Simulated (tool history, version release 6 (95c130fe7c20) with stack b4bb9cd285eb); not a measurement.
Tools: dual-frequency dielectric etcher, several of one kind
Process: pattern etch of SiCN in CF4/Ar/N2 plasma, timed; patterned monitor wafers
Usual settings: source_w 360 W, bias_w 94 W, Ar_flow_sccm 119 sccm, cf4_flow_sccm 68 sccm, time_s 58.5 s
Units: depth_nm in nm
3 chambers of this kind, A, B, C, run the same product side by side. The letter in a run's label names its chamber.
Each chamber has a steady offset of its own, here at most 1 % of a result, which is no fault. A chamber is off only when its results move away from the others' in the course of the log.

| run | hour | source_w | bias_w | Ar_flow_sccm | cf4_flow_sccm | time_s | read-back reference wafer on the same gauge, depth_nm | depth_nm |
|---|---|---|---|---|---|---|---|---|
| 1B | 4.9 | 360 | 94 | 119 | 68 | 58.5 | 38.594 | 44.072 |
| 2A | 7.9 | 360 | 94 | 119 | 68 | 58.5 | 38.615 | 44.265 |
| 3C | 12 | 360 | 94 | 119 | 68 | 58.5 | 38.614 | 44.145 |
| 4C | 18 | 360 | 94 | 119 | 68 | 58.5 | 38.627 | 44.159 |
| 5B | 22.9 | 360 | 94 | 119 | 68 | 58.5 | 38.631 | 44.18 |
| 6A | 27.2 | 360 | 94 | 119 | 68 | 58.5 | 38.639 | 44.315 |
| 7C | 31 | 400 | 94 | 119 | 68 | 58.5 | 38.64 | 48.321 |
| 8B | 37 | 400 | 94 | 119 | 68 | 58.5 | 38.651 | 48.51 |
| 9A | 41.1 | 400 | 94 | 119 | 68 | 58.5 | 38.652 | 48.63 |
| 10B | 47.5 | 360 | 94 | 119 | 68 | 58.5 | 38.665 | 44.188 |
| 11C | 54.2 | 360 | 94 | 119 | 68 | 58.5 | 38.691 | 44.229 |
| 12A | 60 | 360 | 94 | 119 | 68 | 58.5 | 38.685 | 44.349 |
| 13B | 65.7 | 360 | 94 | 119 | 68 | 58.5 | 38.702 | 44.242 |
| 14A | 68.8 | 420 | 75 | 119 | 68 | 58.5 | 38.698 | 46.726 |
| 15C | 72.7 | 420 | 75 | 119 | 68 | 58.5 | 38.707 | 46.503 |
|  | 74.3 | chamber B: wet clean of the chamber |
| 16B | 78 | 420 | 75 | 119 | 68 | 58.5 | 38.722 | 46.599 |
| 17A | 82.1 | 360 | 94 | 119 | 68 | 58.5 | 38.717 | 44.43 |
| 18C | 88.2 | 360 | 94 | 119 | 68 | 58.5 | 38.727 | 44.246 |
| 19C | 91.6 | 360 | 94 | 119 | 68 | 58.5 | 38.736 | 44.419 |
| 20A | 97.1 | 360 | 94 | 119 | 68 | 58.5 | 38.753 | 44.425 |
| 21B | 101.1 | 360 | 94 | 119 | 68 | 58.5 | 38.736 | 44.297 |
| 22B | 104.5 | 360 | 94 | 119 | 68 | 58.5 | 38.758 | 44.229 |
| 23A | 109.4 | 360 | 94 | 119 | 68 | 58.5 | 38.757 | 44.488 |
| 24C | 114.3 | 360 | 94 | 119 | 68 | 58.5 | 38.759 | 44.323 |

What goes on in this fleet: one chamber off, a drifting gauge, or nothing beyond the chambers' own small offsets? Name the chamber and the cause, if any.

The gauge drifts, so all chambers seem to drift together. No chamber is off.
Cause: gauge reads high (%) = 0.447.
